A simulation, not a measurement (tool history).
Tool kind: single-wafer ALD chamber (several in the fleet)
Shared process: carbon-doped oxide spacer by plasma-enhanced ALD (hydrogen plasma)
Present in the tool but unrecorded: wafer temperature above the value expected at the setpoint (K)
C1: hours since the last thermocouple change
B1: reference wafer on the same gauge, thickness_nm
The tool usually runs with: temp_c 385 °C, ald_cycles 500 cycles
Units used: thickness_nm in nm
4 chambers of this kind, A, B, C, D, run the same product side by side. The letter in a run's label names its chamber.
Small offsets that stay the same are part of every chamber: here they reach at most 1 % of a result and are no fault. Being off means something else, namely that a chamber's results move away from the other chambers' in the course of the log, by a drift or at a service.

{"run": "1B", "day": 0.158, "temp_c": 385, "ald_cycles": 500, "C1": 182.2, "B1": 27.592, "thickness_nm": 24.97}
{"run": "2A", "day": 0.317, "temp_c": 385, "ald_cycles": 500, "C1": 733.4, "B1": 27.599, "thickness_nm": 24.821}
{"run": "3C", "day": 0.479, "temp_c": 385, "ald_cycles": 500, "C1": 666.4, "B1": 27.6, "thickness_nm": 25.156}
{"run": "4D", "day": 0.667, "temp_c": 385, "ald_cycles": 500, "C1": 901.3, "B1": 27.605, "thickness_nm": 24.986}
{"run": "5A", "day": 0.871, "temp_c": 385, "ald_cycles": 500, "C1": 746.7, "B1": 27.621, "thickness_nm": 24.889}
{"run": "6C", "day": 1.175, "temp_c": 385, "ald_cycles": 437, "C1": 683.1, "B1": 27.606, "thickness_nm": 21.816}
{"run": "7B", "day": 1.496, "temp_c": 385, "ald_cycles": 437, "C1": 214.3, "B1": 27.595, "thickness_nm": 21.853}
{"run": "8D", "day": 1.688, "temp_c": 385, "ald_cycles": 437, "C1": 925.8, "B1": 27.588, "thickness_nm": 21.78}
{"run": "9C", "day": 1.838, "temp_c": 385, "ald_cycles": 437, "C1": 699.0, "B1": 27.599, "thickness_nm": 21.883}
{"run": "10B", "day": 2.158, "temp_c": 385, "ald_cycles": 500, "C1": 230.2, "B1": 27.59, "thickness_nm": 24.975}
{"run": "11A", "day": 2.329, "temp_c": 385, "ald_cycles": 500, "C1": 781.7, "B1": 27.603, "thickness_nm": 24.844}
{"run": "12D", "day": 2.579, "temp_c": 385, "ald_cycles": 500, "C1": 947.2, "B1": 27.614, "thickness_nm": 24.946}
{"run": "13C", "day": 2.867, "temp_c": 385, "ald_cycles": 500, "C1": 723.7, "B1": 27.584, "thickness_nm": 25.101}
{"run": "14A", "day": 3.054, "temp_c": 385, "ald_cycles": 413, "C1": 799.1, "B1": 27.614, "thickness_nm": 20.503}
{"run": "15B", "day": 3.229, "temp_c": 385, "ald_cycles": 413, "C1": 255.9, "B1": 27.594, "thickness_nm": 20.681}
{"run": "16D", "day": 3.479, "temp_c": 385, "ald_cycles": 413, "C1": 968.8, "B1": 27.597, "thickness_nm": 20.564}
{"run": "17B", "day": 3.767, "temp_c": 385, "ald_cycles": 413, "C1": 268.8, "B1": 27.598, "thickness_nm": 20.524}
{"run": "18C", "day": 3.912, "temp_c": 385, "ald_cycles": 597, "C1": 748.8, "B1": 27.602, "thickness_nm": 29.765}
{"run": "19A", "day": 4.058, "temp_c": 385, "ald_cycles": 597, "C1": 823.2, "B1": 27.59, "thickness_nm": 29.543}
{"run": "20D", "day": 4.338, "temp_c": 385, "ald_cycles": 597, "C1": 989.4, "B1": 27.6, "thickness_nm": 29.735}
{"run": "21C", "day": 4.588, "temp_c": 385, "ald_cycles": 597, "C1": 765.0, "B1": 27.576, "thickness_nm": 30.105}
{"run": "22B", "day": 4.842, "temp_c": 385, "ald_cycles": 500, "C1": 294.6, "B1": 27.612, "thickness_nm": 24.938}
{"run": "23D", "day": 5.046, "temp_c": 385, "ald_cycles": 500, "C1": 1006.4, "B1": 27.617, "thickness_nm": 24.938}
{"run": "24A", "day": 5.321, "temp_c": 385, "ald_cycles": 500, "C1": 853.5, "B1": 27.577, "thickness_nm": 24.847}
{"run": "25C", "day": 5.504, "temp_c": 385, "ald_cycles": 500, "C1": 787.0, "B1": 27.582, "thickness_nm": 25.177}
{"run": "26B", "day": 5.825, "temp_c": 385, "ald_cycles": 500, "C1": 318.2, "B1": 27.59, "thickness_nm": 24.891}
{"run": "27A", "day": 6.017, "temp_c": 385, "ald_cycles": 500, "C1": 870.2, "B1": 27.612, "thickness_nm": 24.864}
{"run": "28D", "day": 6.167, "temp_c": 385, "ald_cycles": 500, "C1": 1033.3, "B1": 27.593, "thickness_nm": 24.944}
{"run": "29C", "day": 6.438, "temp_c": 385, "ald_cycles": 500, "C1": 809.4, "B1": 27.617, "thickness_nm": 25.092}
{"run": "30B", "day": 6.604, "temp_c": 385, "ald_cycles": 500, "C1": 336.9, "B1": 27.611, "thickness_nm": 25.042}
{"run": "31A", "day": 6.846, "temp_c": 385, "ald_cycles": 500, "C1": 890.1, "B1": 27.59, "thickness_nm": 24.826}
{"run": "32D", "day": 7.117, "temp_c": 385, "ald_cycles": 500, "C1": 1056.1, "B1": 27.634, "thickness_nm": 24.971}
{"run": "33A", "day": 7.312, "temp_c": 385, "ald_cycles": 500, "C1": 901.3, "B1": 27.598, "thickness_nm": 24.777}
{"run": "34B", "day": 7.579, "temp_c": 385, "ald_cycles": 545, "C1": 360.3, "B1": 27.613, "thickness_nm": 27.078}

Next, all 4 chambers run the settings below, one line each with question marks for the results. What does each chamber give?
{"run": "35A", "day": 7.821, "temp_c": 385, "ald_cycles": 500, "thickness_nm": "?"}
{"run": "35B", "day": 7.821, "temp_c": 385, "ald_cycles": 500, "thickness_nm": "?"}
{"run": "35C", "day": 7.821, "temp_c": 385, "ald_cycles": 500, "thickness_nm": "?"}
{"run": "35D", "day": 7.821, "temp_c": 385, "ald_cycles": 500, "thickness_nm": "?"}

run=35A thickness_nm=24.801
run=35B thickness_nm=24.951
run=35C thickness_nm=25.001
run=35D thickness_nm=24.947

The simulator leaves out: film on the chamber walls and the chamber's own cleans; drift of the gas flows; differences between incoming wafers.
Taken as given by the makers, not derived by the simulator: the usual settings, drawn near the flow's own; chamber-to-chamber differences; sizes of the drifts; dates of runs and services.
